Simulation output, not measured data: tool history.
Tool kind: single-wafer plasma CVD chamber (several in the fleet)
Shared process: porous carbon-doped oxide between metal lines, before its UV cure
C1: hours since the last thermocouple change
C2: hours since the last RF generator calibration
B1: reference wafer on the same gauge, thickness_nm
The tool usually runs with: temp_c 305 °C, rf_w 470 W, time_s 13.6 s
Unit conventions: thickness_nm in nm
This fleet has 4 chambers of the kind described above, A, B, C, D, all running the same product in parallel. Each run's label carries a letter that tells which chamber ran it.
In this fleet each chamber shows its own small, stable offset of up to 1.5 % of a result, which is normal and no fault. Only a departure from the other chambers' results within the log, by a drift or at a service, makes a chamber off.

{"run": "1A", "hour": 4.3, "temp_c": 305, "rf_w": 470, "time_s": 13.6, "C1": 1300, "C2": 116.5, "B1": 56.451, "thickness_nm": 70.051}
{"run": "2B", "hour": 8.7, "temp_c": 305, "rf_w": 470, "time_s": 13.6, "C1": 1269, "C2": 129, "B1": 56.472, "thickness_nm": 70.549}
{"run": "3C", "hour": 11.0, "temp_c": 305, "rf_w": 470, "time_s": 13.6, "C1": 230, "C2": 1257.3, "B1": 56.381, "thickness_nm": 70.246}
{"run": "4D", "hour": 14.0, "temp_c": 305, "rf_w": 470, "time_s": 13.6, "C1": 905.5, "C2": 1083.5, "B1": 56.444, "thickness_nm": 69.832}
{"run": "5D", "hour": 18.1, "temp_c": 305, "rf_w": 470, "time_s": 13.6, "C1": 909.6, "C2": 1087.6, "B1": 56.417, "thickness_nm": 69.71}
{"run": "6C", "hour": 20.6, "temp_c": 305, "rf_w": 470, "time_s": 13.6, "C1": 239.6, "C2": 1266.9, "B1": 56.347, "thickness_nm": 69.716}
{"run": "7B", "hour": 24.0, "temp_c": 305, "rf_w": 470, "time_s": 13.6, "C1": 1284.3, "C2": 144.3, "B1": 56.384, "thickness_nm": 71.001}
{"run": "8A", "hour": 29.0, "temp_c": 305, "rf_w": 470, "time_s": 13.6, "C1": 1324.7, "C2": 141.2, "B1": 56.406, "thickness_nm": 69.86}
{"run": "9B", "hour": 32.4, "temp_c": 305, "rf_w": 470, "time_s": 13.6, "C1": 1292.7, "C2": 152.7, "B1": 56.366, "thickness_nm": 70.8}
{"run": "10D", "hour": 36.3, "temp_c": 305, "rf_w": 470, "time_s": 13.6, "C1": 927.8, "C2": 1105.8, "B1": 56.416, "thickness_nm": 70.366}
{"run": "11A", "hour": 41.4, "temp_c": 317, "rf_w": 470, "time_s": 13.6, "C1": 1337.1, "C2": 153.6, "B1": 56.418, "thickness_nm": 64.652}
{"run": "12C", "hour": 45.8, "temp_c": 317, "rf_w": 470, "time_s": 13.6, "C1": 264.8, "C2": 1292.1, "B1": 56.371, "thickness_nm": 65.895}
{"run": "13D", "hour": 48.4, "temp_c": 317, "rf_w": 470, "time_s": 13.6, "C1": 939.9, "C2": 1117.9, "B1": 56.318, "thickness_nm": 65.528}
{"run": "14B", "hour": 53.6, "temp_c": 317, "rf_w": 470, "time_s": 13.6, "C1": 1313.9, "C2": 173.9, "B1": 56.432, "thickness_nm": 67.316}
{"run": "15A", "hour": 56.8, "temp_c": 305, "rf_w": 470, "time_s": 13.6, "C1": 1352.5, "C2": 169, "B1": 56.476, "thickness_nm": 70.387}
{"run": "16C", "hour": 60.9, "temp_c": 305, "rf_w": 470, "time_s": 13.6, "C1": 279.9, "C2": 1307.2, "B1": 56.388, "thickness_nm": 70.382}
{"run": "17B", "hour": 65.4, "temp_c": 305, "rf_w": 470, "time_s": 13.6, "C1": 1325.7, "C2": 185.7, "B1": 56.43, "thickness_nm": 71.522}
{"run": "18C", "hour": 69.2, "temp_c": 305, "rf_w": 470, "time_s": 13.6, "C1": 288.2, "C2": 1315.5, "B1": 56.457, "thickness_nm": 69.944}
{"run": "19D", "hour": 72.8, "temp_c": 305, "rf_w": 470, "time_s": 13.6, "C1": 964.3, "C2": 1142.3, "B1": 56.385, "thickness_nm": 70.088}
{"run": "20A", "hour": 76.7, "temp_c": 305, "rf_w": 470, "time_s": 13.6, "C1": 1372.4, "C2": 188.9, "B1": 56.398, "thickness_nm": 69.692}
{"run": "21D", "hour": 79.7, "temp_c": 319, "rf_w": 470, "time_s": 13.6, "C1": 971.2, "C2": 1149.2, "B1": 56.444, "thickness_nm": 65.559}
{"run": "22B", "hour": 82.8, "temp_c": 319, "rf_w": 470, "time_s": 13.6, "C1": 1343.1, "C2": 203.1, "B1": 56.424, "thickness_nm": 66.576}
{"run": "23C", "hour": 87.7, "temp_c": 319, "rf_w": 470, "time_s": 13.6, "C1": 306.7, "C2": 1334, "B1": 56.361, "thickness_nm": 65.027}
{"run": "24A", "hour": 91.8, "temp_c": 319, "rf_w": 470, "time_s": 13.6, "C1": 1387.5, "C2": 204, "B1": 56.37, "thickness_nm": 63.92}
{"run": "25A", "hour": 94.0, "temp_c": 305, "rf_w": 470, "time_s": 13.6, "C1": 1389.7, "C2": 206.2, "B1": 56.385, "thickness_nm": 69.949}
{"run": "26B", "hour": 99.0, "temp_c": 305, "rf_w": 470, "time_s": 13.6, "C1": 1359.3, "C2": 219.3, "B1": 56.351, "thickness_nm": 72.916}
{"run": "27D", "hour": 101.3, "temp_c": 305, "rf_w": 470, "time_s": 13.6, "C1": 992.8, "C2": 1170.8, "B1": 56.446, "thickness_nm": 70.112}

Which is it: a chamber that has drifted or been left off by a service, a gauge drift common to all chambers, or only each chamber's usual small offset? If a chamber is off, name it and its likeliest cause.

Chamber B drifts away from the others.
Cause: wafer temperature below the value expected at the setpoint (K) = 5.85.

Here are 4 candidates for chamber B's next run, each the usual settings with a change, their results left as question marks. Which one brings its results back in line with what the others give on the usual settings?
To be in line, a result may differ from the other chambers' mean on the usual settings by at most: thickness_nm 1.3 nm
{"run": "28B-1", "hour": 105.0, "temp_c": 305, "rf_w": 460, "time_s": 13.2, "thickness_nm": "?"}
{"run": "28B-2", "hour": 105.0, "temp_c": 306, "rf_w": 465, "time_s": 13.6, "thickness_nm": "?"}
{"run": "28B-3", "hour": 105.0, "temp_c": 305, "rf_w": 475, "time_s": 13.7, "thickness_nm": "?"}
{"run": "28B-4", "hour": 105.0, "temp_c": 305, "rf_w": 500, "time_s": 13.6, "thickness_nm": "?"}

On the usual settings, the other chambers give on average: thickness_nm 69.891 nm
run=28B-1 thickness_nm=70.262
run=28B-2 thickness_nm=72.425
run=28B-3 thickness_nm=74.438
run=28B-4 thickness_nm=76.541
With 28B-1, the chamber falls back in line with the rest.
